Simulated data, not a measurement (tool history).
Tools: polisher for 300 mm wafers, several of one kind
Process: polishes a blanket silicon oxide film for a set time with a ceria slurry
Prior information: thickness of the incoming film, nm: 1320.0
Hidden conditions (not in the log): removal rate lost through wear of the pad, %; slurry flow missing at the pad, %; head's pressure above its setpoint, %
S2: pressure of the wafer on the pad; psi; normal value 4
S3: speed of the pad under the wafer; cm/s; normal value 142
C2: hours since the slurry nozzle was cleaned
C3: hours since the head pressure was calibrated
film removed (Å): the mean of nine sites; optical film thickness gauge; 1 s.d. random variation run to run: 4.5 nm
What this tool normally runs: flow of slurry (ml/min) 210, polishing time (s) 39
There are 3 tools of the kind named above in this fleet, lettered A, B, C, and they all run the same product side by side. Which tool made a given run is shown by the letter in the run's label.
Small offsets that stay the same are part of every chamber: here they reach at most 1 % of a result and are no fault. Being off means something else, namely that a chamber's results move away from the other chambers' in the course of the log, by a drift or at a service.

run 1C day=0.429 | flow_of_slurry_(ml/min)=210 S2=4 S3=142 polishing_time_(s)=39 | wafers_polished_on_this_pad=168 C2=507.1 C3=671.1 | film_removed_(Å)=3692.4
run 2B day=0.796 | flow_of_slurry_(ml/min)=210 S2=4 S3=142 polishing_time_(s)=39 | wafers_polished_on_this_pad=879 C2=64.3 C3=1273.1 | film_removed_(Å)=3755.3
run 3A day=1.146 | flow_of_slurry_(ml/min)=210 S2=4 S3=142 polishing_time_(s)=39 | wafers_polished_on_this_pad=1179 C2=170.4 C3=443.3 | film_removed_(Å)=3762.8
run 4A day=1.404 | flow_of_slurry_(ml/min)=210 S2=4 S3=142 polishing_time_(s)=39 | wafers_polished_on_this_pad=1245 C2=176.6 C3=449.5 | film_removed_(Å)=3699.1
run 5C day=1.729 | flow_of_slurry_(ml/min)=210 S2=4 S3=142 polishing_time_(s)=39 | wafers_polished_on_this_pad=502 C2=538.3 C3=702.3 | film_removed_(Å)=3697.6
-- day=1.746 chamber A: worn pad replaced by a new one
run 6B day=2.254 | flow_of_slurry_(ml/min)=210 S2=4 S3=116 polishing_time_(s)=39 | wafers_polished_on_this_pad=1254 C2=99.3 C3=1308.1 | film_removed_(Å)=3103.3
-- day=2.592 chamber C: head pressure recalibrated
run 7B day=2.596 | flow_of_slurry_(ml/min)=210 S2=4 S3=116 polishing_time_(s)=39 | wafers_polished_on_this_pad=1342 C2=107.5 C3=1316.3 | film_removed_(Å)=2945.8
run 8C day=2.983 | flow_of_slurry_(ml/min)=210 S2=4 S3=116 polishing_time_(s)=39 | wafers_polished_on_this_pad=825 C2=568.4 C3=9.5 | film_removed_(Å)=2947.6
run 9A day=3.446 | flow_of_slurry_(ml/min)=210 S2=4 S3=142 polishing_time_(s)=39 | wafers_polished_on_this_pad=438 C2=225.6 C3=498.5 | film_removed_(Å)=3733
run 10C day=3.829 | flow_of_slurry_(ml/min)=210 S2=4 S3=142 polishing_time_(s)=39 | wafers_polished_on_this_pad=1043 C2=588.7 C3=29.8 | film_removed_(Å)=3750.9
-- day=4.058 chamber C: worn pad replaced by a new one
run 11B day=4.117 | flow_of_slurry_(ml/min)=210 S2=4 S3=142 polishing_time_(s)=39 | wafers_polished_on_this_pad=1733 C2=144 C3=1352.8 | film_removed_(Å)=3740.6
run 12A day=4.479 | flow_of_slurry_(ml/min)=210 S2=4 S3=142 polishing_time_(s)=39 | wafers_polished_on_this_pad=704 C2=250.4 C3=523.3 | film_removed_(Å)=3683.9
run 13B day=4.796 | flow_of_slurry_(ml/min)=210 S2=4 S3=142 polishing_time_(s)=39 | wafers_polished_on_this_pad=1908 C2=160.3 C3=1369.1 | film_removed_(Å)=3635.5
run 14A day=5.142 | flow_of_slurry_(ml/min)=210 S2=4 S3=142 polishing_time_(s)=39 | wafers_polished_on_this_pad=874 C2=266.3 C3=539.2 | film_removed_(Å)=3679.3
run 15C day=5.538 | flow_of_slurry_(ml/min)=210 S2=4 S3=142 polishing_time_(s)=39 | wafers_polished_on_this_pad=380 C2=629.7 C3=70.8 | film_removed_(Å)=3625.6
run 16B day=5.8 | flow_of_slurry_(ml/min)=210 S2=4 S3=142 polishing_time_(s)=39 | wafers_polished_on_this_pad=2166 C2=184.4 C3=1393.2 | film_removed_(Å)=3594.1
run 17C day=6.312 | flow_of_slurry_(ml/min)=210 S2=4 S3=142 polishing_time_(s)=39 | wafers_polished_on_this_pad=579 C2=648.3 C3=89.4 | film_removed_(Å)=3702
run 18A day=6.575 | flow_of_slurry_(ml/min)=210 S2=5 S3=142 polishing_time_(s)=39 | wafers_polished_on_this_pad=1243 C2=300.7 C3=573.6 | film_removed_(Å)=4572.3
-- day=6.683 chamber A: worn pad replaced by a new one
run 19B day=7.117 | flow_of_slurry_(ml/min)=210 S2=5 S3=142 polishing_time_(s)=39 | wafers_polished_on_this_pad=2505 C2=216 C3=1424.8 | film_removed_(Å)=4447.9
run 20C day=7.562 | flow_of_slurry_(ml/min)=210 S2=5 S3=142 polishing_time_(s)=39 | wafers_polished_on_this_pad=901 C2=678.3 C3=119.4 | film_removed_(Å)=4677
run 21A day=7.892 | flow_of_slurry_(ml/min)=210 S2=4 S3=142 polishing_time_(s)=39 | wafers_polished_on_this_pad=311 C2=332.3 C3=605.2 | film_removed_(Å)=3693.5
-- day=7.917 chamber C: worn pad replaced by a new one
run 22A day=8.179 | flow_of_slurry_(ml/min)=210 S2=4 S3=142 polishing_time_(s)=39 | wafers_polished_on_this_pad=385 C2=339.2 C3=612.1 | film_removed_(Å)=3656.8
-- day=8.379 chamber B: head pressure recalibrated
run 23B day=8.604 | flow_of_slurry_(ml/min)=210 S2=4 S3=142 polishing_time_(s)=39 | wafers_polished_on_this_pad=2888 C2=251.7 C3=5.4 | film_removed_(Å)=3483.5
run 24C day=9.038 | flow_of_slurry_(ml/min)=210 S2=4 S3=142 polishing_time_(s)=39 | wafers_polished_on_this_pad=288 C2=713.7 C3=154.8 | film_removed_(Å)=3611.4
run 25B day=9.379 | flow_of_slurry_(ml/min)=210 S2=4 S3=142 polishing_time_(s)=39 | wafers_polished_on_this_pad=3087 C2=270.3 C3=24 | film_removed_(Å)=3494.4
run 26A day=9.671 | flow_of_slurry_(ml/min)=240 S2=4 S3=170 polishing_time_(s)=39 | wafers_polished_on_this_pad=769 C2=375 C3=647.9 | film_removed_(Å)=4530.1
run 27C day=9.996 | flow_of_slurry_(ml/min)=240 S2=4 S3=170 polishing_time_(s)=39 | wafers_polished_on_this_pad=535 C2=736.7 C3=177.8 | film_removed_(Å)=4440.8
run 28A day=10.304 | flow_of_slurry_(ml/min)=240 S2=4 S3=170 polishing_time_(s)=39 | wafers_polished_on_this_pad=932 C2=390.2 C3=663.1 | film_removed_(Å)=4550.7
run 29B day=10.842 | flow_of_slurry_(ml/min)=210 S2=4 S3=142 polishing_time_(s)=39 | wafers_polished_on_this_pad=3463 C2=305.4 C3=59.1 | film_removed_(Å)=3333

Decide between three cases: one chamber stands off from its peers, the gauge reading all wafers drifts, or nothing is wrong past each chamber's small offset. Where a chamber is off, say which and what most likely put it there.

One chamber, B, drifts off from the rest bit by bit.
Cause: removal rate lost through wear of the pad, % = 7.83.
With only this log, it may be confused with: slurry flow missing at the pad, %.

Here are 4 candidates for chamber B's next run, each the usual settings with a change, their results left as question marks. Which one brings its results back in line with what the others give on the usual settings?
Allowed miss from the other chambers' usual-settings mean, per result, to count as in line: film removed (Å) 160
run 30B-1 day=11.246 | flow_of_slurry_(ml/min)=210 S2=4 S3=154 polishing_time_(s)=39 | film_removed_(Å)=?
run 30B-2 day=11.246 | flow_of_slurry_(ml/min)=210 S2=3.7 S3=142 polishing_time_(s)=36 | film_removed_(Å)=?
run 30B-3 day=11.246 | flow_of_slurry_(ml/min)=210 S2=3.8 S3=136 polishing_time_(s)=39 | film_removed_(Å)=?
run 30B-4 day=11.246 | flow_of_slurry_(ml/min)=210 S2=4.7 S3=142 polishing_time_(s)=39 | film_removed_(Å)=?

On the usual settings, the other chambers give on average: film removed (Å) 3702.8
run=30B-1 film_removed_(Å)=3695.4
run=30B-2 film_removed_(Å)=2907.9
run=30B-3 film_removed_(Å)=3097
run=30B-4 film_removed_(Å)=3998.7
30B-1 puts the chamber back in line with the other chambers.

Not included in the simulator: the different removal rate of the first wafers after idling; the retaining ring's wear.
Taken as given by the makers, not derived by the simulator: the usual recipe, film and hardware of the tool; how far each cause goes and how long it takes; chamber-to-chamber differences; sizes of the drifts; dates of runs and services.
